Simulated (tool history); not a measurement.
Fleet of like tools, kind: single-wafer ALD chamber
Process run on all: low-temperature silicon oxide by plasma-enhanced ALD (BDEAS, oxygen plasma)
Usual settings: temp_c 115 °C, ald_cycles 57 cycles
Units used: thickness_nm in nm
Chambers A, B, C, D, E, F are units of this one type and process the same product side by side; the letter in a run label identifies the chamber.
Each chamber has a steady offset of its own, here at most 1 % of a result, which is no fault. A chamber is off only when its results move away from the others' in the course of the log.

run,hour,temp_c,ald_cycles,hours since the last thermocouple change,"read-back reference wafer on the same gauge, thickness_nm",thickness_nm
1B,3.6,115,57,1855.5,6.8684,7.9267
# hour 4.7: chamber E: thermocouple changed; heater temperature recalibrated
2C,8.2,115,57,1163.6,6.8707,7.9063
3A,12.4,115,57,1643.8,6.8691,8.0037
4F,15.7,115,57,230.2,6.8683,7.9102
5E,19,115,57,14.4,6.8721,7.851
6D,22,115,57,552.9,6.8686,7.9122
7B,28,115,57,1879.9,6.8687,7.9526
8A,31.7,115,57,1663.1,6.8713,8.001
9D,37.9,101,63,568.8,6.8705,8.95
10E,41.3,101,63,36.7,6.8705,8.9233
11C,44.2,101,63,1199.6,6.8689,8.9326
12F,48.8,101,63,263.3,6.8719,8.9906
13E,51.8,101,63,47.2,6.873,8.9141
14B,57.4,101,63,1909.3,6.8651,8.9951
15D,62.7,115,57,593.6,6.8725,7.9054
16C,66.6,115,57,1222,6.8638,7.908
17A,71.6,115,57,1703,6.869,8.0017
18F,74.5,115,57,289,6.8666,7.9318
19F,78.2,115,57,292.7,6.8697,7.9455
20C,81.5,115,57,1236.9,6.8676,7.8874
21D,87.3,115,57,618.2,6.8699,7.9081
22B,91.1,115,57,1943,6.8722,7.9245
23A,96.5,115,57,1727.9,6.8682,7.9663
24E,99.2,115,57,94.6,6.8674,7.8982
25E,103.7,115,57,99.1,6.8757,7.8793
26A,109.3,115,66,1740.7,6.874,9.2845
27D,112.9,115,66,643.8,6.8731,9.1633
28F,118,115,66,332.5,6.8696,9.1501
29C,123.9,115,66,1279.3,6.8663,9.1252
30B,127,115,66,1978.9,6.8629,9.196
31A,132.2,115,66,1763.6,6.8657,9.2738
32D,137.2,115,57,668.1,6.8699,7.9192
33C,141.9,115,57,1297.3,6.8614,7.9055
34E,146.2,115,57,141.6,6.8747,7.8778
35F,148.9,124,57,363.4,6.869,7.7734
36B,153.5,124,57,2005.4,6.8667,7.7884
37E,159.3,124,57,154.7,6.8749,7.7354
38C,164.7,124,57,1320.1,6.8691,7.7651
39A,168.3,124,57,1799.7,6.8704,7.8673
40F,174.4,124,57,388.9,6.8684,7.8042
41B,178.8,115,57,2030.7,6.8685,7.8942
42D,184.8,119,57,715.7,6.8689,7.8484
43B,188.8,119,57,2040.7,6.8709,7.8668

Which is it: a chamber that has drifted or been left off by a service, a gauge drift common to all chambers, or only each chamber's usual small offset? If a chamber is off, name it and its likeliest cause.

The fleet is healthy, with each chamber sitting at its usual small offset and no drift in the gauge.
